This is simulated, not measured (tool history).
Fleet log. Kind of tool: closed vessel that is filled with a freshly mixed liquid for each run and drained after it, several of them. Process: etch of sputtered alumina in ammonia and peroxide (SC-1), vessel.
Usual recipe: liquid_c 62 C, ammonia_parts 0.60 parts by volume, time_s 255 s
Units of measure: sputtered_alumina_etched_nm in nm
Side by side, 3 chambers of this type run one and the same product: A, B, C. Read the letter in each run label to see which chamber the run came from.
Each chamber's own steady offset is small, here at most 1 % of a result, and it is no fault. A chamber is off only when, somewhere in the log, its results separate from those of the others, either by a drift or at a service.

run,hour,liquid_c,ammonia_parts,time_s,hours since the thermometer was replaced,hours since the ammonia flow meter was replaced,hours since the drum of ammonia solution was connected,"read-back film thickness of the sputtered alumina reference wafer, read on the same gauge (nm)",sputtered_alumina_etched_nm
1C,12.6,62,0.60,255,1974.6,572.0,312.5,130.05,36.060
2A,25.5,62,0.60,255,175.5,225.7,136.4,130.02,36.046
3B,36.3,62,0.60,255,148.7,697.1,871.7,130.00,35.720
4B,50.0,62,0.60,255,162.4,710.8,885.4,130.01,35.853
5C,61.8,62,0.60,255,2023.8,621.2,361.7,130.04,36.120
6A,77.4,62,0.60,255,227.4,277.6,188.3,130.01,35.556
7B,89.4,62,0.60,255,201.8,750.2,924.8,130.01,35.556
# hour 90.3: chamber C: new drum of ammonia solution connected
8C,102.2,62,0.60,255,2064.2,661.6,12.0,129.98,36.288
9A,110.8,62,0.60,255,260.8,311.0,221.7,130.03,35.109
10C,121.1,62,0.60,255,2083.1,680.5,30.9,130.01,36.470
11A,131.4,62,0.60,255,281.4,331.6,242.3,129.98,34.971
# hour 132.3: chamber B: new drum of ammonia solution connected
12B,139.5,66,0.60,310,251.9,800.3,7.3,129.98,53.290
# hour 142.0: chamber A: new drum of ammonia solution connected
13B,147.8,66,0.60,310,260.2,808.6,15.6,130.02,53.241
# hour 153.7: chamber B: ammonia flow meter replaced
14C,161.7,66,0.60,310,2123.7,721.1,71.5,130.01,53.704
15A,177.0,62,0.60,255,327.0,377.2,35.0,130.01,34.631
16B,190.4,62,0.60,255,302.8,36.8,58.2,130.02,35.784
17A,203.5,62,0.60,255,353.5,403.7,61.5,130.01,34.323
# hour 207.3: chamber A: ammonia flow meter replaced
18C,218.4,62,0.60,255,2180.4,777.8,128.2,129.98,36.109
19A,230.2,62,0.60,255,380.2,23.0,88.2,130.00,34.338
20C,243.3,62,0.60,255,2205.3,802.7,153.1,130.00,36.277
21B,256.6,62,0.60,255,369.0,103.0,124.4,130.03,35.561
22C,268.6,62,0.60,255,2230.6,828.0,178.4,129.94,36.300
23A,277.0,62,0.60,255,427.0,69.8,135.0,129.99,33.976
24B,288.5,62,0.85,105,400.9,134.9,156.3,129.98,15.393
25A,302.9,62,0.85,105,452.9,95.7,160.9,130.04,14.412
26C,311.2,62,0.85,105,2273.2,870.6,221.0,130.01,15.446
27B,319.1,62,0.60,255,431.5,165.5,186.9,129.98,35.670
28A,326.3,62,0.60,255,476.3,119.1,184.3,130.00,33.744
29B,338.9,62,0.60,255,451.3,185.3,206.7,130.00,35.835
30C,352.1,62,0.60,255,2314.1,911.5,261.9,130.00,36.321

The same settings go to every chamber for the next run, one line per chamber below. Forecast the results for each:
31A,363.6,62,0.60,255,,,,,?
31B,363.6,62,0.60,255,,,,,?
31C,363.6,62,0.60,255,,,,,?

run,sputtered_alumina_etched_nm
31A,33.236
31B,36.204
31C,36.212
